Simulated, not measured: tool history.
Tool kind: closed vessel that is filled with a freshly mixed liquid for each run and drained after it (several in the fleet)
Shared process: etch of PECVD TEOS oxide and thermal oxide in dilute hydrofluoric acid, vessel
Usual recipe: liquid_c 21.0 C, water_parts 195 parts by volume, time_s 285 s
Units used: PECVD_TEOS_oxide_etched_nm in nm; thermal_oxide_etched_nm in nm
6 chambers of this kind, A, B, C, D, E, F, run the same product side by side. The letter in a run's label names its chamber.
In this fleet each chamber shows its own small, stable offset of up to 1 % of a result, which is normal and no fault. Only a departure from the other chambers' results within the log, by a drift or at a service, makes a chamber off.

run   hour  liquid_c  water_parts  time_s  read-back film thickness of the PECVD TEOS oxide reference wafer, read on the same gauge (nm)  read-back film thickness of the thermal oxide reference wafer, read on the same gauge (nm)  PECVD_TEOS_oxide_etched_nm  thermal_oxide_etched_nm
 1A    7.2      21.0          195     285                                                                                         140.01                                                                                      90.015                      25.500                   5.5981
 2B   20.6      21.0          195     285                                                                                         140.04                                                                                      90.029                      25.954                   5.7006
 3E   28.6      21.0          195     285                                                                                         140.03                                                                                      89.986                      26.051                   5.6339
 4D   35.5      21.0          195     285                                                                                         139.96                                                                                      90.023                      26.253                   5.5511
 5F   47.3      21.0          195     285                                                                                         140.03                                                                                      90.009                      25.856                   5.5723
 6C   57.1      21.0          195     285                                                                                         139.95                                                                                      89.981                      25.900                   5.6564
 7C   64.9      21.0          195     285                                                                                         140.04                                                                                      90.000                      26.679                   5.6968
 8F   75.8      21.0          195     285                                                                                         140.01                                                                                      89.988                      25.925                   5.7357
 9D   82.5      21.0          195     450                                                                                         140.03                                                                                      89.999                      41.722                   8.8050
10B   88.8      21.0          195     450                                                                                         139.99                                                                                      89.943                      40.496                   8.7877
11A   96.5      21.0          195     450                                                                                         140.03                                                                                      89.988                      40.630                   8.8489
12E  103.9      21.0          195     450                                                                                         139.97                                                                                      89.972                      41.194                   8.9047
13F  113.2      21.0          195     450                                                                                         140.00                                                                                      89.988                      41.109                   8.9153
     120.9  -- chamber E: thermometer replaced
14C  122.9      21.0          195     450                                                                                         139.97                                                                                      89.977                      41.437                   9.0075
15B  130.2      21.0          285     285                                                                                         139.98                                                                                      89.967                      16.481                   3.5083
16A  137.6      21.0          285     285                                                                                         140.00                                                                                      90.056                      16.085                   3.5343
17D  146.4      21.0          285     285                                                                                         139.98                                                                                      90.002                      16.364                   3.5248
18E  156.5      21.0          285     285                                                                                         139.98                                                                                      89.991                      15.900                   3.5085
19F  170.2      21.0          285     285                                                                                         139.99                                                                                      89.989                      16.313                   3.5592
20C  177.2      21.0          285     285                                                                                         140.01                                                                                      89.983                      16.408                   3.5920
21A  183.3      21.0          195     285                                                                                         139.97                                                                                      89.995                      25.485                   5.6077
22E  196.6      21.0          195     285                                                                                         139.97                                                                                      90.023                      25.899                   5.5354
23B  210.6      21.0          195     285                                                                                         140.02                                                                                      89.976                      25.994                   5.6657
     218.0  -- chamber F: hydrofluoric acid flow meter replaced
24D  218.5      21.0          195     285                                                                                         139.93                                                                                      89.975                      25.992                   5.5345
25A  225.9      21.0          250     285                                                                                         139.94                                                                                      90.002                      19.092                   4.1700
26D  235.2      21.0          250     285                                                                                         140.00                                                                                      90.014                      19.592                   4.1236
27E  245.3      21.0          250     285                                                                                         140.00                                                                                      89.994                      19.156                   4.1519
28B  256.6      21.0          250     285                                                                                         140.06                                                                                      89.988                      18.933                   4.1519
29C  264.7      21.0          250     285                                                                                         140.04                                                                                      90.012                      19.668                   4.2468
30F  272.3      21.0          250     285                                                                                         140.01                                                                                      89.981                      19.399                   4.2512
31F  281.1      21.0          195     285                                                                                         139.99                                                                                      90.013                      25.832                   5.7180
32D  290.8      21.0          195     285                                                                                         140.04                                                                                      90.016                      25.878                   5.5002
33C  300.9      21.0          195     285                                                                                         139.98                                                                                      90.021                      26.273                   5.6922
34B  309.9      21.0          195     285                                                                                         139.98                                                                                      90.020                      25.745                   5.6082
35A  320.3      21.0          195     285                                                                                         140.02                                                                                      90.000                      25.806                   5.5767
36E  328.6      21.0          195     285                                                                                         140.02                                                                                      89.994                      25.644                   5.5322
37B  339.4      21.0          195     285                                                                                         140.02                                                                                      90.007                      25.997                   5.6809
     346.4  -- chamber B: thermometer replaced
38C  350.3      21.0          195     285                                                                                         140.00                                                                                      90.013                      25.875                   5.6785
39A  357.2      21.0          195     285                                                                                         139.98                                                                                      90.015                      25.815                   5.6461
40F  363.4      17.5          235     285                                                                                         140.01                                                                                      89.967                      18.323                   3.9718
     369.5  -- chamber B: hydrofluoric acid flow meter replaced
41D  373.7      17.5          235     285                                                                                         139.97                                                                                      89.982                      18.158                   3.8725
42E  381.5      17.5          235     285                                                                                         140.05                                                                                      90.026                      17.883                   3.9257
43B  391.6      17.5          235     285                                                                                         139.96                                                                                      89.997                      18.103                   3.9719

The same settings go to every chamber for the next run, one line per chamber below. Forecast the results for each:
44A  401.7      21.0          195     285                                                                                                                                                                                                                      ?                        ?
44B  401.7      21.0          195     285                                                                                                                                                                                                                      ?                        ?
44C  401.7      21.0          195     285                                                                                                                                                                                                                      ?                        ?
44D  401.7      21.0          195     285                                                                                                                                                                                                                      ?                        ?
44E  401.7      21.0          195     285                                                                                                                                                                                                                      ?                        ?
44F  401.7      21.0          195     285                                                                                                                                                                                                                      ?                        ?

run  PECVD_TEOS_oxide_etched_nm  thermal_oxide_etched_nm
44A                      25.848                   5.7412
44B                      26.146                   5.6563
44C                      26.112                   5.7070
44D                      26.006                   5.5883
44E                      25.836                   5.5701
44F                      26.376                   5.6892
